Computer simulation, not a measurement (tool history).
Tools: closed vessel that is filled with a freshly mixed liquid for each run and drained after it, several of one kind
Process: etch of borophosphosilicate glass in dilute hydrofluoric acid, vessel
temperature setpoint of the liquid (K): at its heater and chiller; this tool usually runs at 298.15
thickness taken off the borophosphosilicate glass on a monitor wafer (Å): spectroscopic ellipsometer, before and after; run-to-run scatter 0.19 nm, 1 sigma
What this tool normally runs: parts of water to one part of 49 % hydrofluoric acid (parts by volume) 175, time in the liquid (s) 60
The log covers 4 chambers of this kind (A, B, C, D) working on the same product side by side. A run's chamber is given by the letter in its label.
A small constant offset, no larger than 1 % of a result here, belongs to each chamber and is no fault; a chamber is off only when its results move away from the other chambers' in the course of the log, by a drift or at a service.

run	hour	temperature setpoint of the liquid (K)	parts of water to one part of 49 % hydrofluoric acid (parts by volume)	time in the liquid (s)	hours since the thermometer was replaced	hours since the hydrofluoric acid flow meter was replaced	read-back film thickness of the borophosphosilicate glass reference wafer, read on the same gauge (nm)	thickness taken off the borophosphosilicate glass on a monitor wafer (Å)
1B	14.0	298.15	175	60	533.0	316.4	119.99	219.47
2A	24.9	298.15	175	60	1078.9	832.3	119.99	216.68
3D	35.6	298.15	175	60	779.5	803.4	120.00	220.05
4C	46.7	298.15	175	60	403.6	1105.9	120.03	222.14
5D	54.3	298.15	175	60	798.2	822.1	120.04	218.53
6A	61.8	298.15	175	60	1115.8	869.2	120.03	217.45
# hour 66.2: chamber A: hydrofluoric acid flow meter replaced
7B	72.9	298.15	175	45	591.9	375.3	119.98	162.76
8C	85.6	298.15	175	45	442.5	1144.8	119.99	164.22
# hour 92.9: chamber B: thermometer replaced
9D	96.5	298.15	175	45	840.4	864.3	119.97	164.14
10C	107.8	298.15	175	45	464.7	1167.0	119.98	164.48
11A	119.5	298.15	175	60	1173.5	53.4	120.02	215.74
12B	131.8	298.15	175	60	38.9	434.2	119.99	218.60
13A	141.5	298.15	175	60	1195.5	75.4	119.97	217.00
14B	151.0	298.15	175	60	58.1	453.4	119.93	220.15
15D	166.4	298.15	175	60	910.3	934.2	119.99	223.64
16C	178.9	298.15	175	60	535.8	1238.1	120.01	222.55
17C	194.2	299.65	175	60	551.1	1253.4	120.03	233.36
18D	202.0	299.65	175	60	945.9	969.8	119.96	240.09
19B	211.8	299.65	175	60	118.9	514.2	120.03	230.71
# hour 215.8: chamber D: hydrofluoric acid flow meter replaced
20A	219.5	299.65	175	60	1273.5	153.4	119.99	230.60
21C	229.2	298.15	175	60	586.1	1288.4	120.02	221.62
22D	240.4	298.15	175	60	984.3	24.7	119.99	231.23
23B	249.8	298.15	175	60	156.9	552.2	120.04	218.42
24A	259.3	298.15	175	60	1313.3	193.2	120.00	219.68
# hour 266.3: chamber C: hydrofluoric acid flow meter replaced
25D	269.3	298.15	175	60	1013.2	53.6	119.97	234.65
26B	281.3	298.15	175	60	188.4	583.7	119.98	217.49
27A	289.5	298.15	175	60	1343.5	223.4	120.01	217.66
28C	304.3	302.15	175	60	661.2	38.1	119.98	256.64
29B	316.2	302.15	175	60	223.3	618.6	119.96	251.47
30C	330.5	302.15	175	60	687.4	64.3	120.03	254.66
31A	340.0	302.15	175	60	1394.0	273.9	120.00	249.08

Predict what each chamber gives when all 4 of them run the settings below next.
32A	351.2	298.15	145	60				?
32B	351.2	298.15	145	60				?
32C	351.2	298.15	145	60				?
32D	351.2	298.15	145	60				?

run	thickness taken off the borophosphosilicate glass on a monitor wafer (Å)
32A	275.98
32B	278.17
32C	278.03
32D	303.13
